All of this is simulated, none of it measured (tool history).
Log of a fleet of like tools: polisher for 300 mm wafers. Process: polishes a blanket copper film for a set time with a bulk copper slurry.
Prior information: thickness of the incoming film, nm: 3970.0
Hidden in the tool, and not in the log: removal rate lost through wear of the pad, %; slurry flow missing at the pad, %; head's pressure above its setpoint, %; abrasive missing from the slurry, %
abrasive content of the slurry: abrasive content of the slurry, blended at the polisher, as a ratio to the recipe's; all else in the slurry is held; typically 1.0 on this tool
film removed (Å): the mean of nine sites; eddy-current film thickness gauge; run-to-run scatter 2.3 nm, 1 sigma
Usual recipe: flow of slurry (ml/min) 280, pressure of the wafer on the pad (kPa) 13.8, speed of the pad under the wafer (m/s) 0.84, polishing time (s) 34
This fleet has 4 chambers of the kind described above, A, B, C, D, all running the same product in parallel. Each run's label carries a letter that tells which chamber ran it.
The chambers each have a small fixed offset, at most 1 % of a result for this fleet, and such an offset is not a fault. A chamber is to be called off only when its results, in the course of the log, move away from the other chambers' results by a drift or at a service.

run   hour  flow of slurry (ml/min)  pressure of the wafer on the pad (kPa)  speed of the pad under the wafer (m/s)  abrasive content of the slurry  polishing time (s)  wafers polished on this pad  hours since the slurry nozzle was cleaned  hours since the head pressure was calibrated  hours since the slurry blender was calibrated  film removed (Å)
       1.6  -- chamber A: worn pad replaced by a new one
 1C   10.7                      280                                    13.8                                    0.84                             1.0                  34                          634                                      120.4                                         186.0                                          286.6            1659.4
 2A   18.4                      280                                    13.8                                    0.84                             1.0                  34                          223                                       62.2                                          77.7                                          264.5            1621.0
 3D   26.1                      280                                    13.8                                    0.84                             1.0                  34                          886                                      212.3                                         789.7                                          160.0            1611.7
 4B   31.8                      280                                    13.8                                    0.84                             1.0                  34                         1438                                      249.8                                         777.8                                          134.8            1626.7
      37.3  -- chamber B: worn pad replaced by a new one
 5C   43.1                      280                                    13.8                                    0.84                             1.0                  34                         1065                                      152.8                                         218.4                                          319.0            1641.5
 6A   51.6                      280                                    13.8                                    0.84                             1.1                  39                          665                                       95.4                                         110.9                                          297.7            1921.4
      61.5  -- chamber C: worn pad replaced by a new one
 7B   62.5                      280                                    13.8                                    0.84                             1.1                  39                          336                                      280.5                                         808.5                                          165.5            1951.4
 8D   69.5                      280                                    13.8                                    0.84                             1.1                  39                         1463                                      255.7                                         833.1                                          203.4            1830.7
 9C   80.3                      280                                    13.8                                    0.84                             1.1                  39                          250                                      190.0                                         255.6                                          356.2            1873.9
      80.4  -- chamber A: worn pad replaced by a new one
10A   86.9                      280                                    13.8                                    0.84                             1.0                  34                           87                                      130.7                                         146.2                                          333.0            1605.9
11D   97.0                      280                                    13.8                                    0.84                             1.0                  34                         1829                                      283.2                                         860.6                                          230.9            1577.3
12B  104.9                      280                                    13.8                                    0.62                             1.0                  34                          899                                      322.9                                         850.9                                          207.9            1240.3
13C  114.7                      280                                    13.8                                    0.62                             1.0                  34                          707                                      224.4                                         290.0                                          390.6            1209.1
     116.0  -- chamber D: slurry nozzle cleaned
     118.0  -- chamber D: slurry blender recalibrated
     118.9  -- chamber C: head pressure recalibrated
14A  124.4                      280                                    13.8                                    0.62                             1.0                  34                          586                                      168.2                                         183.7                                          370.5            1228.3
     129.0  -- chamber B: worn pad replaced by a new one
15B  133.0                      280                                    13.8                                    0.62                             1.0                  34                           53                                      351.0                                         879.0                                          236.0            1232.0
16D  138.6                      280                                    13.8                                    0.84                             1.0                  34                         2382                                       22.6                                         902.2                                           20.6            1552.8
     143.8  -- chamber C: worn pad replaced by a new one
17D  146.9                      280                                    13.8                                    0.84                             1.0                  34                         2492                                       30.9                                         910.5                                           28.9            1531.6
18A  158.9                      280                                    13.8                                    0.84                             1.0                  34                         1044                                      202.7                                         218.2                                          405.0            1625.7
     163.1  -- chamber A: worn pad replaced by a new one
19B  167.0                      280                                    13.8                                    0.84                             1.0                  34                          505                                      385.0                                         913.0                                          270.0            1644.3
20C  173.8                      280                                    13.8                                    0.84                             1.0                  34                          399                                      283.5                                          54.9                                          449.7            1605.7
21B  180.4                      280                                    13.8                                    1.02                             1.0                  30                          683                                      398.4                                         926.4                                          283.4            1777.0
22A  187.6                      280                                    13.8                                    1.02                             1.0                  30                          326                                      231.4                                         246.9                                          433.7            1728.5
23C  196.5                      280                                    13.8                                    1.02                             1.0                  30                          700                                      306.2                                          77.6                                          472.4            1767.5
24D  205.6                      280                                    13.8                                    1.02                             1.0                  30                         3272                                       89.6                                         969.2                                           87.6            1588.0
25D  214.1                      280                                    13.8                                    0.84                             1.0                  34                         3385                                       98.1                                         977.7                                           96.1            1461.5
26A  220.3                      280                                    13.8                                    0.84                             1.0                  34                          760                                      264.1                                         279.6                                          466.4            1625.6
27C  226.2                      280                                    13.8                                    0.84                             1.0                  34                         1095                                      335.9                                         107.3                                          502.1            1665.4
28B  234.7                      280                                    13.8                                    0.84                             1.0                  34                         1405                                      452.7                                         980.7                                          337.7            1645.1

One chamber off, gauge drift, or nothing amiss beyond the chambers' own small offsets? If it is a chamber, which one, and what is the likeliest cause?

Chamber D drifts away from the others.
Likeliest cause: removal rate lost through wear of the pad, % = 11.9.
The log might look much the same if the cause were instead: head's pressure below its setpoint, %.

Here are 4 candidates for chamber D's next run, each the usual settings with a change, their results left as question marks. Which one brings its results back in line with what the others give on the usual settings?
In-line tolerance around the mean of the other chambers on the usual settings: film removed (Å) 78.0
29D-1  243.4                      285                                    13.8                                    0.84                            1.05                  41                                                                                                                                                                                      ?
29D-2  243.4                      280                                    12.4                                    0.84                            1.00                  34                                                                                                                                                                                      ?
29D-3  243.4                      280                                    14.5                                    0.88                            1.00                  35                                                                                                                                                                                      ?
29D-4  243.4                      280                                    12.4                                    0.84                            1.00                  31                                                                                                                                                                                      ?

Mean of the other chambers on the usual settings: film removed (Å) 1637.1
  run  film removed (Å)
29D-1            1777.4
29D-2            1308.7
29D-3            1648.1
29D-4            1193.3
29D-3 is the one that brings the chamber's results back in line with the other chambers.

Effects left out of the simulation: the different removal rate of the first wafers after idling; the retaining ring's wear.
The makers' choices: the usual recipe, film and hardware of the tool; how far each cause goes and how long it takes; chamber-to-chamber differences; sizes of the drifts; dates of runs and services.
